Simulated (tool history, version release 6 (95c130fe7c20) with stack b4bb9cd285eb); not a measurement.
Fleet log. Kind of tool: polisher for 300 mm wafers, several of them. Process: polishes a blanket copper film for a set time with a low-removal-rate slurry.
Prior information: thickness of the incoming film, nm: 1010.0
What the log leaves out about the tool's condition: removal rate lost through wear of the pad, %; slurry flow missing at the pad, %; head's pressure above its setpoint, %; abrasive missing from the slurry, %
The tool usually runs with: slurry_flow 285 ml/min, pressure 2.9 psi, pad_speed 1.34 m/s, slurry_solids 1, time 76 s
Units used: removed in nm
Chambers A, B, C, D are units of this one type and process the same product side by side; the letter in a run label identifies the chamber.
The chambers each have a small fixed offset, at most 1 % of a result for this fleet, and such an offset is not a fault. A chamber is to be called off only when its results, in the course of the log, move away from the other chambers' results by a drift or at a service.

run   hour  slurry_flow  pressure  pad_speed  slurry_solids  time  wafers polished on this pad  hours since the slurry nozzle was cleaned  hours since the head pressure was calibrated  hours since the slurry blender was calibrated  removed
      11.7  -- chamber A: head pressure recalibrated
 1D   12.4          285       2.9       1.34              1    76                          246                                       89.8                                          36.3                                            199   287.65
 2A   20.2          285       2.9       1.34              1    76                          829                                      300.1                                           8.5                                          134.4   290.51
      22.6  -- chamber B: worn pad replaced by a new one
 3B     32          285       2.9       1.34              1    76                           85                                       69.2                                        1230.9                                          153.2   293.98
      34.1  -- chamber C: head pressure recalibrated
        39  -- chamber D: slurry blender recalibrated
      41.8  -- chamber C: worn pad replaced by a new one
 4C   43.1          285       2.9       1.34              1    76                           12                                      363.2                                           9.1                                          169.2   290.49
 5B   55.3          285       2.9       1.72              1    96                          294                                       92.5                                        1254.2                                          176.5   470.84
 6A   62.6          285       2.9       1.72              1    96                         1210                                      342.5                                          50.9                                          176.8   469.76
 7D     73          285       2.9       1.72              1    96                          791                                      150.4                                          96.9                                           34.1   473.01
 8C     82          285       2.9       1.72              1    96                          361                                      402.1                                            48                                          208.1   472.78
 9D   87.8          375       2.9       1.34              1    85                          924                                      165.2                                         111.7                                           48.9   325.14
      93.4  -- chamber A: worn pad replaced by a new one
10C   95.4          375       2.9       1.34              1    85                          482                                      415.5                                          61.4                                          221.5   330.19
     106.9  -- chamber B: worn pad replaced by a new one
11B  108.6          375       2.9       1.34              1    85                           15                                      145.8                                        1307.5                                          229.8   331.58
12A  116.3          375       2.9       1.34              1    85                          206                                      396.2                                         104.6                                          230.5   324.58
13B  122.3          285       2.9       1.34              1    76                          138                                      159.5                                        1321.2                                          243.5   288.97
     128.4  -- chamber A: slurry blender recalibrated
14C  133.8          285       2.9       1.34              1    76                          827                                      453.9                                          99.8                                          259.9   288.74
15D  146.4          285       2.9       1.34              1    76                         1451                                      223.8                                         170.3                                          107.5   274.21
     149.7  -- chamber C: worn pad replaced by a new one
16A  155.2          285       3.4       1.34           0.75    76                          556                                      435.1                                         143.5                                           26.8   318.32
17B    165          285       3.4       1.34           0.75    76                          522                                      202.2                                        1363.9                                          286.2   317.85
18D  171.7          285       3.4       1.34           0.75    76                         1678                                      249.1                                         195.6                                          132.8      300
19C  178.6          285       3.4       1.34           0.75    76                          260                                      498.7                                         144.6                                          304.7   322.58
     185.9  -- chamber B: slurry nozzle cleaned
20A  187.7          285       2.9       1.34              1    76                          848                                      467.6                                           176                                           59.3   288.39
       189  -- chamber B: head pressure recalibrated
21B  197.5          285       2.9       1.34              1    76                          814                                       11.7                                           8.5                                          318.7   295.56
22A  209.1          285       2.9       1.34              1    76                         1040                                        489                                         197.4                                           80.7   289.95
23D  216.6          285       2.9       1.34              1    76                         2082                                        294                                         240.5                                          177.7   265.57
     222.6  -- chamber A: worn pad replaced by a new one
24C    229          285       2.9       1.34              1    76                          713                                      549.1                                           195                                          355.1   294.26
25A  235.5          285       2.9       1.34              1    76                          116                                      515.4                                         223.8                                          107.1   287.53

For the next run the whole fleet of 4 chambers uses the same settings. Give each chamber's results:
26A  245.1          285       2.9       1.34              1    76                                                                                                                                                                             ?
26B  245.1          285       2.9       1.34              1    76                                                                                                                                                                             ?
26C  245.1          285       2.9       1.34              1    76                                                                                                                                                                             ?
26D  245.1          285       2.9       1.34              1    76                                                                                                                                                                             ?

run  removed
26A   286.42
26B   288.11
26C   291.64
26D   256.19
